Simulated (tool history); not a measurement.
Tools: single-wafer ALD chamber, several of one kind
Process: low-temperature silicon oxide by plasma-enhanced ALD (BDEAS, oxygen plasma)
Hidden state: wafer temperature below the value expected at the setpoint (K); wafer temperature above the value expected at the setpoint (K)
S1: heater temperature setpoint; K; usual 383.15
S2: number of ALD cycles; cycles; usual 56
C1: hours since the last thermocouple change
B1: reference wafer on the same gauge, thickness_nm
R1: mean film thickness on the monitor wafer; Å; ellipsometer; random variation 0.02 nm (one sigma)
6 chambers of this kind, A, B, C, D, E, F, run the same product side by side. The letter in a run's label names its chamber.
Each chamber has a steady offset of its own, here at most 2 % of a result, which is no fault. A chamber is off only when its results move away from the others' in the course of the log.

run     day      S1  S2      C1      B1      R1
 1E   0.279  383.15  56  1206.7  8.0674  79.724
 2C   0.621  383.15  56   273.6  8.0731  78.963
 3A   1.033  383.15  56   786.5  8.0681  78.355
 4F   1.512  383.15  56   794.9  8.0713  78.552
 5D   1.812  383.15  56  1042.8  8.0700  78.374
 6B   2.267  383.15  56   907.2  8.0710  78.376
 7F   2.704  383.15  67   823.5  8.0746  94.356
 8A   3.008  383.15  67   833.9  8.0684  94.038
 9D   3.325  383.15  67  1079.1  8.0689  93.906
10E   3.688  383.15  67  1288.5  8.0668  95.241
11C   4.208  383.15  67   359.7  8.0711  94.232
12B   4.512  383.15  67   961.1  8.0707  93.954
      4.621  -- chamber E: thermocouple changed; heater temperature recalibrated
13C   4.975  383.15  56   378.1  8.0676  78.772
14B   5.362  383.15  56   981.5  8.0717  78.428
15D   5.771  383.15  56  1137.8  8.0679  78.695
16E   6.279  376.15  56    39.8  8.0645  81.285
17F   6.812  376.15  56   922.1  8.0750  79.812
18A   7.138  376.15  56   933.0  8.0712  79.983
19F   7.504  376.15  56   938.7  8.0703  79.462
20B   8.029  376.15  56  1045.5  8.0707  79.540
21C   8.512  376.15  56   463.0  8.0735  79.889
22A   9.054  383.15  56   979.0  8.0660  78.662
23D   9.329  383.15  56  1223.2  8.0671  78.370
24E   9.888  383.15  56   126.4  8.0638  79.959
25D  10.371  383.15  56  1248.2  8.0673  78.541
26F  10.875  383.15  56  1019.6  8.0654  78.530
27C  11.267  383.15  56   529.1  8.0721  78.916
28B  11.592  383.15  56  1131.0  8.0741  78.538
29A  12.012  383.15  56  1050.0  8.0703  78.712
30E  12.454  383.15  56   188.0  8.0714  79.764
31F  12.958  383.15  56  1069.6  8.0683  78.886
32C  13.371  383.15  56   579.6  8.0656  78.516
33B  13.712  383.15  56  1181.9  8.0724  78.772
34E  13.962  383.15  56   224.2  8.0708  79.904
35A  14.275  383.15  56  1104.3  8.0764  79.165
36D  14.771  383.15  56  1353.8  8.0723  78.114

What goes on in this fleet: one chamber off, a drifting gauge, or nothing beyond the chambers' own small offsets? Name the chamber and the cause, if any.

No chamber stands off beyond its own small offset, and the gauge holds steady.
